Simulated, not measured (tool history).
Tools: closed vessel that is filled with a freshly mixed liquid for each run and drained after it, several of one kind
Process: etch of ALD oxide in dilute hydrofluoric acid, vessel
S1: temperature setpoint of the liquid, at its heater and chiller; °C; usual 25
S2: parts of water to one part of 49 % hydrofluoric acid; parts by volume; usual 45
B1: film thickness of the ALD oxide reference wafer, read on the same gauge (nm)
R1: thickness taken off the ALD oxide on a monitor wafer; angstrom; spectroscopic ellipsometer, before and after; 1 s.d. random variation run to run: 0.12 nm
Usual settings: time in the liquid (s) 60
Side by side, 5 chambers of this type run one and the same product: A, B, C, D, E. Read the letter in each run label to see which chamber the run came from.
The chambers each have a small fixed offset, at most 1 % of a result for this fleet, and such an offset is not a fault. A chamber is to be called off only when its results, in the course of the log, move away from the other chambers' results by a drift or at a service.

Run 1D, day 0.425: usual settings; B1 39.995. Result: R1 237.08 angstrom.
Run 2A, day 0.892: usual settings; B1 40.01. Result: R1 240.15 angstrom.
Run 3E, day 1.346: usual settings; B1 39.99. Result: R1 238.3 angstrom.
Run 4C, day 1.858: usual settings; B1 40. Result: R1 237.08 angstrom.
Run 5B, day 2.146: usual settings; B1 39.973. Result: R1 236.4 angstrom.
Run 6E, day 2.721: usual settings; B1 39.993. Result: R1 237.06 angstrom.
Run 7B, day 3.038: usual settings; B1 40.005. Result: R1 238.16 angstrom.
Run 8C, day 3.358: usual settings; B1 40.037. Result: R1 238.68 angstrom.
Run 9D, day 3.821: usual settings; B1 40.007. Result: R1 237.03 angstrom.
Run 10A, day 4.171: usual settings; B1 39.991. Result: R1 238.08 angstrom.
Run 11A, day 4.667: usual settings but S2 40 parts by volume, time in the liquid (s) 40; B1 39.993. Result: R1 179.29 angstrom.
Run 12C, day 5.262: usual settings but S2 40 parts by volume, time in the liquid (s) 40; B1 39.995. Result: R1 182.53 angstrom.
Run 13D, day 5.529: usual settings but S2 40 parts by volume, time in the liquid (s) 40; B1 40. Result: R1 178.92 angstrom.
Run 14E, day 5.875: usual settings but S2 40 parts by volume, time in the liquid (s) 40; B1 40.01. Result: R1 179.9 angstrom.
Run 15B, day 6.233: usual settings but S2 40 parts by volume, time in the liquid (s) 40; B1 39.988. Result: R1 178.73 angstrom.
At day 6.683: chamber A: hydrofluoric acid flow meter replaced.
Run 16C, day 6.833: usual settings; B1 40.01. Result: R1 242.11 angstrom.
Run 17B, day 7.292: usual settings; B1 39.988. Result: R1 237.69 angstrom.
Run 18E, day 7.554: usual settings; B1 39.998. Result: R1 237.5 angstrom.
Run 19D, day 8.067: usual settings; B1 40.006. Result: R1 238.54 angstrom.
Run 20A, day 8.579: usual settings but S2 35 parts by volume, time in the liquid (s) 75; B1 39.982. Result: R1 387.15 angstrom.
At day 9.054: chamber A: thermometer replaced.
Run 21B, day 9.092: usual settings but S2 35 parts by volume, time in the liquid (s) 75; B1 40.023. Result: R1 385.23 angstrom.
Run 22D, day 9.488: usual settings but S2 35 parts by volume, time in the liquid (s) 75; B1 40.013. Result: R1 386.45 angstrom.
Run 23E, day 10.071: usual settings but S2 35 parts by volume, time in the liquid (s) 75; B1 40.012. Result: R1 389.62 angstrom.
Run 24C, day 10.546: usual settings but S2 35 parts by volume, time in the liquid (s) 75; B1 39.982. Result: R1 399.5 angstrom.
Run 25A, day 10.862: usual settings but time in the liquid (s) 85; B1 39.994. Result: R1 335.35 angstrom.
Run 26B, day 11.171: usual settings but time in the liquid (s) 85; B1 39.984. Result: R1 336.82 angstrom.
Run 27C, day 11.442: usual settings but time in the liquid (s) 85; B1 40.025. Result: R1 349.38 angstrom.
Run 28E, day 11.838: usual settings but time in the liquid (s) 85; B1 40.013. Result: R1 338.03 angstrom.
Run 29A, day 12.167: usual settings but time in the liquid (s) 85; B1 39.99. Result: R1 336.17 angstrom.
Run 30D, day 12.429: usual settings; B1 39.999. Result: R1 235.62 angstrom.
Run 31C, day 12.996: usual settings; B1 40.009. Result: R1 246.55 angstrom.
Run 32B, day 13.325: usual settings; B1 40.002. Result: R1 236.41 angstrom.
Run 33E, day 13.779: usual settings; B1 39.994. Result: R1 237.14 angstrom.
Run 34D, day 14.192: usual settings; B1 39.998. Result: R1 236.55 angstrom.
Run 35A, day 14.725: usual settings; B1 40.008. Result: R1 236.63 angstrom.
Run 36A, day 15.1: usual settings; B1 39.994. Result: R1 235.69 angstrom.
Run 37D, day 15.696: usual settings; B1 39.965. Result: R1 237.51 angstrom.
Run 38E, day 16.188: usual settings; B1 40.003. Result: R1 237.16 angstrom.
Run 39C, day 16.633: usual settings but S2 35 parts by volume; B1 40.005. Result: R1 329.94 angstrom.
Run 40B, day 16.971: usual settings but S2 35 parts by volume; B1 39.965. Result: R1 306.96 angstrom.
Run 41B, day 17.258: usual settings but S2 35 parts by volume; B1 39.993. Result: R1 305.72 angstrom.

Next, every chamber runs the same settings. What will each give?
Run 42A, day 17.688: usual settings. Result: R1 ?.
Run 42B, day 17.688: usual settings. Result: R1 ?.
Run 42C, day 17.688: usual settings. Result: R1 ?.
Run 42D, day 17.688: usual settings. Result: R1 ?.
Run 42E, day 17.688: usual settings. Result: R1 ?.

run      R1
42A   237.8
42B  236.86
42C  252.68
42D  235.61
42E  239.45

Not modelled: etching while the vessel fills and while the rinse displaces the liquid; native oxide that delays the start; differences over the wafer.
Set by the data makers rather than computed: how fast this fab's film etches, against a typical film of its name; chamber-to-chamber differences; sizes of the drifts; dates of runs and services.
